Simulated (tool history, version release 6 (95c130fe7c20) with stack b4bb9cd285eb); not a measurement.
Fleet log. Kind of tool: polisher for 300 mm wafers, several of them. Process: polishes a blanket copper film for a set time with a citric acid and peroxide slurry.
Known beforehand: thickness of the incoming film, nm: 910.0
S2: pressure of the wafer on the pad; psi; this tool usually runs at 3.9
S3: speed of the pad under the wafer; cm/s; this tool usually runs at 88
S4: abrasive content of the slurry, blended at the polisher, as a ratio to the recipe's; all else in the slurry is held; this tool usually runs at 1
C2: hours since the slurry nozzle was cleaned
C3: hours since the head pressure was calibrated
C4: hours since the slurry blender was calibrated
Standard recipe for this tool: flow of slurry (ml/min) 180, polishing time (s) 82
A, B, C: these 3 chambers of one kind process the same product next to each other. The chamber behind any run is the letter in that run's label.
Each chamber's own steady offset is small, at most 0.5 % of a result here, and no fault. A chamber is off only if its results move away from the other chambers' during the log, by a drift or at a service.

Run 1B, hour 6.8: usual settings; wafers polished on this pad 423; C2 633.5; C3 643.3; C4 286.1. Result: film removed (angstrom) 2473.6.
At hour 10.6: chamber B: head pressure recalibrated.
Run 2C, hour 12.5: usual settings; wafers polished on this pad 536; C2 92.3; C3 812.5; C4 303.8. Result: film removed (angstrom) 2503.9.
Run 3A, hour 17.9: usual settings; wafers polished on this pad 582; C2 299.3; C3 375.3; C4 430.2. Result: film removed (angstrom) 2480.5.
At hour 24: chamber A: slurry blender recalibrated.
Run 4A, hour 26.8: usual settings; wafers polished on this pad 651; C2 308.2; C3 384.2; C4 2.9. Result: film removed (angstrom) 2471.3.
Run 5B, hour 34.1: usual settings; wafers polished on this pad 633; C2 660.8; C3 23.5; C4 313.4. Result: film removed (angstrom) 2495.4.
Run 6C, hour 43.6: usual settings; wafers polished on this pad 775; C2 123.4; C3 843.6; C4 334.9. Result: film removed (angstrom) 2496.1.
At hour 47.1: chamber B: slurry nozzle cleaned.
Run 7C, hour 48.6: usual settings; wafers polished on this pad 814; C2 128.4; C3 848.6; C4 339.9. Result: film removed (angstrom) 2450.9.
Run 8B, hour 56.4: usual settings; wafers polished on this pad 804; C2 9.3; C3 45.8; C4 335.7. Result: film removed (angstrom) 2509.7.
Run 9A, hour 62.7: usual settings; wafers polished on this pad 927; C2 344.1; C3 420.1; C4 38.8. Result: film removed (angstrom) 2521.6.
At hour 68.9: chamber C: worn pad replaced by a new one.
At hour 69: chamber B: worn pad replaced by a new one.
Run 10B, hour 72.3: usual settings; wafers polished on this pad 26; C2 25.2; C3 61.7; C4 351.6. Result: film removed (angstrom) 2530.1.
Run 11A, hour 80.1: usual settings; wafers polished on this pad 1061; C2 361.5; C3 437.5; C4 56.2. Result: film removed (angstrom) 2483.
At hour 86.1: chamber A: worn pad replaced by a new one.
Run 12C, hour 89.6: usual settings; wafers polished on this pad 159; C2 169.4; C3 889.6; C4 380.9. Result: film removed (angstrom) 2506.8.
At hour 95.9: chamber C: head pressure recalibrated.
Run 13B, hour 97: usual settings; wafers polished on this pad 216; C2 49.9; C3 86.4; C4 376.3. Result: film removed (angstrom) 2526.3.
Run 14C, hour 104.5: usual settings; wafers polished on this pad 274; C2 184.3; C3 8.7; C4 395.8. Result: film removed (angstrom) 2348.5.
Run 15A, hour 109.1: usual settings; wafers polished on this pad 177; C2 390.5; C3 466.5; C4 85.2. Result: film removed (angstrom) 2485.8.
Run 16C, hour 114.7: usual settings but flow of slurry (ml/min) 240, S2 5.2 psi; wafers polished on this pad 352; C2 194.5; C3 18.9; C4 406. Result: film removed (angstrom) 3276.4.
Run 17B, hour 122: usual settings but flow of slurry (ml/min) 240, S2 5.2 psi; wafers polished on this pad 408; C2 74.9; C3 111.4; C4 401.3. Result: film removed (angstrom) 3460.7.
Run 18A, hour 127.1: usual settings but flow of slurry (ml/min) 240, S2 5.2 psi; wafers polished on this pad 315; C2 408.5; C3 484.5; C4 103.2. Result: film removed (angstrom) 3386.1.
At hour 129.4: chamber B: slurry blender recalibrated.
Run 19A, hour 135.3: usual settings but flow of slurry (ml/min) 230, polishing time (s) 59; wafers polished on this pad 378; C2 416.7; C3 492.7; C4 111.4. Result: film removed (angstrom) 1842.3.
Run 20B, hour 140: usual settings but flow of slurry (ml/min) 230, polishing time (s) 59; wafers polished on this pad 546; C2 92.9; C3 129.4; C4 10.6. Result: film removed (angstrom) 1893.6.
Run 21C, hour 148: usual settings but flow of slurry (ml/min) 230, polishing time (s) 59; wafers polished on this pad 608; C2 227.8; C3 52.2; C4 439.3. Result: film removed (angstrom) 1751.9.
Run 22C, hour 152.4: usual settings; wafers polished on this pad 642; C2 232.2; C3 56.6; C4 443.7. Result: film removed (angstrom) 2363.1.
Run 23A, hour 157.5: usual settings; wafers polished on this pad 549; C2 438.9; C3 514.9; C4 133.6. Result: film removed (angstrom) 2492.9.
Run 24B, hour 162.7: usual settings; wafers polished on this pad 721; C2 115.6; C3 152.1; C4 33.3. Result: film removed (angstrom) 2488.3.
Run 25A, hour 169.2: usual settings; wafers polished on this pad 639; C2 450.6; C3 526.6; C4 145.3. Result: film removed (angstrom) 2464.1.
At hour 173: chamber C: slurry nozzle cleaned.
At hour 173.6: chamber B: worn pad replaced by a new one.
Run 26C, hour 177.6: usual settings; wafers polished on this pad 836; C2 4.6; C3 81.8; C4 468.9. Result: film removed (angstrom) 2374.1.
At hour 177.7: chamber C: slurry blender recalibrated.
Run 27B, hour 187: usual settings; wafers polished on this pad 103; C2 139.9; C3 176.4; C4 57.6. Result: film removed (angstrom) 2495.5.
Run 28A, hour 192.8: usual settings; wafers polished on this pad 820; C2 474.2; C3 550.2; C4 168.9. Result: film removed (angstrom) 2527.4.
Run 29C, hour 200.8: usual settings but flow of slurry (ml/min) 150, polishing time (s) 60; wafers polished on this pad 1014; C2 27.8; C3 105; C4 23.2. Result: film removed (angstrom) 1712.6.

All chambers now run identical settings, listed one chamber a line with results as question marks. What results will each chamber show?
Run 30A, hour 207.7: usual settings but S4 1.15. Result: film removed (angstrom) ?.
Run 30B, hour 207.7: usual settings but S4 1.15. Result: film removed (angstrom) ?.
Run 30C, hour 207.7: usual settings but S4 1.15. Result: film removed (angstrom) ?.

run  film removed (angstrom)
30A                   2574.8
30B                   2583.3
30C                   2451.7
